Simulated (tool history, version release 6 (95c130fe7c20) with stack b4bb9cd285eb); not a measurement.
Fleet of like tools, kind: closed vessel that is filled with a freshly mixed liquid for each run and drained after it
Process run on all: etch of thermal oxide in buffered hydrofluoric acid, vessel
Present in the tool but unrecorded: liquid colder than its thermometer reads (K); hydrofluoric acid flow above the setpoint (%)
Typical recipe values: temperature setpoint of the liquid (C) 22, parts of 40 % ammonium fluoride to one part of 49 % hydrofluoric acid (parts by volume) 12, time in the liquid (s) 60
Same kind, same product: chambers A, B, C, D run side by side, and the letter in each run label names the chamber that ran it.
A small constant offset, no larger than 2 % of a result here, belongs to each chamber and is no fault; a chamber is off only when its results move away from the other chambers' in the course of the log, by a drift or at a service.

| run | day | temperature setpoint of the liquid (C) | parts of 40 % ammonium fluoride to one part of 49 % hydrofluoric acid (parts by volume) | time in the liquid (s) | hours since the thermometer was replaced | hours since the hydrofluoric acid flow meter was replaced | read-back film thickness of the thermal oxide reference wafer, read on the same gauge (nm) | thickness taken off the thermal oxide on a monitor wafer (Å) |
|---|---|---|---|---|---|---|---|---|
| 1B | 0.321 | 22 | 12 | 60 | 161.7 | 1208.3 | 49.981 | 521.08 |
| 2A | 0.612 | 22 | 12 | 60 | 563 | 401.5 | 50.012 | 526.51 |
| 3C | 0.946 | 22 | 12 | 60 | 1504.4 | 65.7 | 50.004 | 518.42 |
| 4D | 1.267 | 22 | 12 | 60 | 375.2 | 90.9 | 50.018 | 528.55 |
|  | 1.296 | chamber C: thermometer replaced |
| 5D | 1.746 | 20 | 12 | 30 | 386.7 | 102.4 | 49.995 | 235.19 |
| 6B | 2.121 | 20 | 12 | 30 | 204.9 | 1251.5 | 50.006 | 238.62 |
| 7C | 2.517 | 20 | 12 | 30 | 29.3 | 103.4 | 50.002 | 235.53 |
| 8A | 2.933 | 20 | 12 | 30 | 618.7 | 457.2 | 50.008 | 232.44 |
| 9C | 3.196 | 22 | 12 | 60 | 45.6 | 119.7 | 50.016 | 526.44 |
| 10A | 3.721 | 22 | 12 | 60 | 637.6 | 476.1 | 50.01 | 519.9 |
| 11D | 4.112 | 22 | 12 | 85 | 443.5 | 159.2 | 50.016 | 745.13 |
| 12B | 4.508 | 22 | 12 | 85 | 262.2 | 1308.8 | 50.004 | 745.75 |
| 13A | 4.796 | 22 | 12 | 85 | 663.4 | 501.9 | 50.024 | 749.53 |
| 14B | 5.254 | 22 | 12 | 85 | 280.1 | 1326.7 | 49.994 | 740.85 |
| 15C | 5.725 | 22 | 12 | 60 | 106.3 | 180.4 | 50.011 | 520.39 |
| 16D | 5.992 | 22 | 12 | 60 | 488.6 | 204.3 | 50 | 528.46 |
| 17D | 6.333 | 22 | 12 | 60 | 496.8 | 212.5 | 49.997 | 521.88 |
| 18C | 6.75 | 22 | 12 | 60 | 130.9 | 205 | 50.004 | 518.56 |
| 19B | 7.271 | 22 | 12 | 60 | 328.5 | 1375.1 | 50.008 | 540.3 |
| 20A | 7.642 | 22 | 12 | 60 | 731.7 | 570.2 | 49.993 | 523.5 |
| 21A | 8.108 | 22 | 12 | 60 | 742.9 | 581.4 | 50.003 | 524.47 |
| 22D | 8.45 | 22 | 12 | 60 | 547.6 | 263.3 | 49.999 | 532.28 |
| 23C | 8.988 | 22 | 12 | 60 | 184.6 | 258.7 | 49.996 | 528.74 |
| 24B | 9.229 | 22 | 12 | 60 | 375.5 | 1422.1 | 49.978 | 534.22 |
| 25C | 9.546 | 22 | 12 | 60 | 198 | 272.1 | 50.009 | 526.01 |
| 26A | 9.912 | 22 | 12 | 60 | 786.2 | 624.7 | 50.002 | 527.57 |
| 27B | 10.296 | 22 | 12 | 60 | 401.1 | 1447.7 | 50 | 530.81 |
| 28D | 10.646 | 22 | 12 | 60 | 600.3 | 316 | 50.002 | 529.8 |
|  | 10.721 | chamber B: hydrofluoric acid flow meter replaced |
| 29C | 10.908 | 22 | 12 | 60 | 230.7 | 304.8 | 49.984 | 518.78 |
| 30A | 11.162 | 22 | 12 | 40 | 816.2 | 654.7 | 49.998 | 348.25 |
| 31D | 11.546 | 22 | 12 | 40 | 621.9 | 337.6 | 49.998 | 353.87 |
| 32B | 11.838 | 22 | 12 | 40 | 438.1 | 26.9 | 50.001 | 353.32 |
| 33A | 12.333 | 22 | 12 | 40 | 844.3 | 682.8 | 50.011 | 343.89 |
| 34C | 12.592 | 22 | 12 | 60 | 271.1 | 345.2 | 49.998 | 526.42 |
| 35D | 12.95 | 22 | 12 | 60 | 655.6 | 371.3 | 49.99 | 541.09 |
| 36B | 13.271 | 22 | 12 | 50 | 472.5 | 61.3 | 50.008 | 440.59 |
| 37C | 13.588 | 22 | 12 | 50 | 295 | 369.1 | 49.995 | 431.36 |
| 38D | 13.842 | 22 | 12 | 50 | 677 | 392.7 | 49.996 | 444.01 |
| 39A | 14.383 | 22 | 12 | 50 | 893.5 | 732 | 49.982 | 432.91 |
| 40B | 14.783 | 22 | 12 | 60 | 508.8 | 97.6 | 50.001 | 526.42 |
| 41C | 15.15 | 22 | 12 | 60 | 332.5 | 406.6 | 50.002 | 521.03 |

Does one chamber stand apart from the rest, does the shared gauge drift, or is all well apart from small per-chamber offsets? Give the chamber and the most likely cause, where there is one.

Beyond each chamber's small constant offset nothing stands out, and the gauge stays steady.
